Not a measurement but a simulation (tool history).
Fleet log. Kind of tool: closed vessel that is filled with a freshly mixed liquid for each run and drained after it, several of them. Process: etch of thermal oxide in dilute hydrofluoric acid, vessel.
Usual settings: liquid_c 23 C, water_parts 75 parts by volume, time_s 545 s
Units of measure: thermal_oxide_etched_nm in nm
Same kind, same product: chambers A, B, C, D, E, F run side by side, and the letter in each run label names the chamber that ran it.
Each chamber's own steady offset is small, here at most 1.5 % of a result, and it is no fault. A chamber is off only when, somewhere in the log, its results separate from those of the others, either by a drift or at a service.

run,hour,liquid_c,water_parts,time_s,hours since the thermometer was replaced,hours since the hydrofluoric acid flow meter was replaced,"read-back film thickness of the thermal oxide reference wafer, read on the same gauge (nm)",thermal_oxide_etched_nm
1D,5.2,23,75,545,1693.6,28.8,40.016,35.637
2E,12.1,23,75,545,1376.8,951.3,39.99,35.95
3A,16.6,23,75,545,527,477.9,40.004,36.372
4F,24.8,23,75,545,1713.4,1842.7,40.01,35.16
5B,33.9,23,75,545,962.2,63.6,39.999,35.458
6C,40,23,75,545,286,320.5,40.004,35.9
7F,48.6,23,75,545,1737.2,1866.5,39.988,36.237
8C,56.2,23,75,545,302.2,336.7,40.012,35.909
9D,60.2,23,75,545,1748.6,83.8,40.025,36.071
10A,66.8,23,75,545,577.2,528.1,40.01,35.575
11B,73.7,23,75,545,1002,103.4,40.013,35.828
12E,82.7,23,75,545,1447.4,1021.9,40.009,35.855
13E,87.9,23,75,545,1452.6,1027.1,39.998,35.878
14C,94.4,23,75,545,340.4,374.9,40.016,35.796
15B,99,23,75,545,1027.3,128.7,40.006,35.575
16A,105.6,23,75,545,616,566.9,40.005,35.435
17F,110.9,23,75,545,1799.5,1928.8,39.992,35.198
# hour 116.4: chamber E: hydrofluoric acid flow meter replaced
18D,116.7,23,75,545,1805.1,140.3,40.001,35.596
19F,120.7,23,75,545,1809.3,1938.6,39.995,36.319
20C,127.1,23,75,545,373.1,407.6,40.008,35.845
21A,131.1,23,75,545,641.5,592.4,39.99,35.272
22E,136.2,23,75,545,1500.9,19.8,39.996,35.53
23D,143.7,23,75,545,1832.1,167.3,40.005,35.457
24B,149.8,23,75,545,1078.1,179.5,40.004,35.466
25D,158.6,20.5,75,860,1847,182.2,39.999,50.196
26B,162.6,20.5,75,860,1090.9,192.3,39.991,50.648
# hour 164.6: chamber F: thermometer replaced
27E,167.2,20.5,75,860,1531.9,50.8,39.982,51.149
# hour 172.6: chamber A: hydrofluoric acid flow meter replaced
28C,175,20.5,75,860,421,455.5,40.014,50.948
29A,180.9,20.5,75,860,691.3,8.3,40.025,50.096
30F,189.3,20.5,75,860,24.7,2007.2,39.98,50.162
31F,197.7,23,75,545,33.1,2015.6,39.998,36.023
32A,202.5,23,75,545,712.9,29.9,40,35.469
33B,208.7,23,75,545,1137,238.4,39.978,35.342
34E,214.2,23,75,545,1578.9,97.8,39.986,36.379
35D,218.5,23,75,545,1906.9,242.1,39.999,35.526
36C,226.2,23,75,545,472.2,506.7,40.002,35.522

Does one chamber stand apart from the rest, does the shared gauge drift, or is all well apart from small per-chamber offsets? Give the chamber and the most likely cause, where there is one.

Neither any chamber nor the gauge drifts; the chambers differ only by their own small, steady offsets.
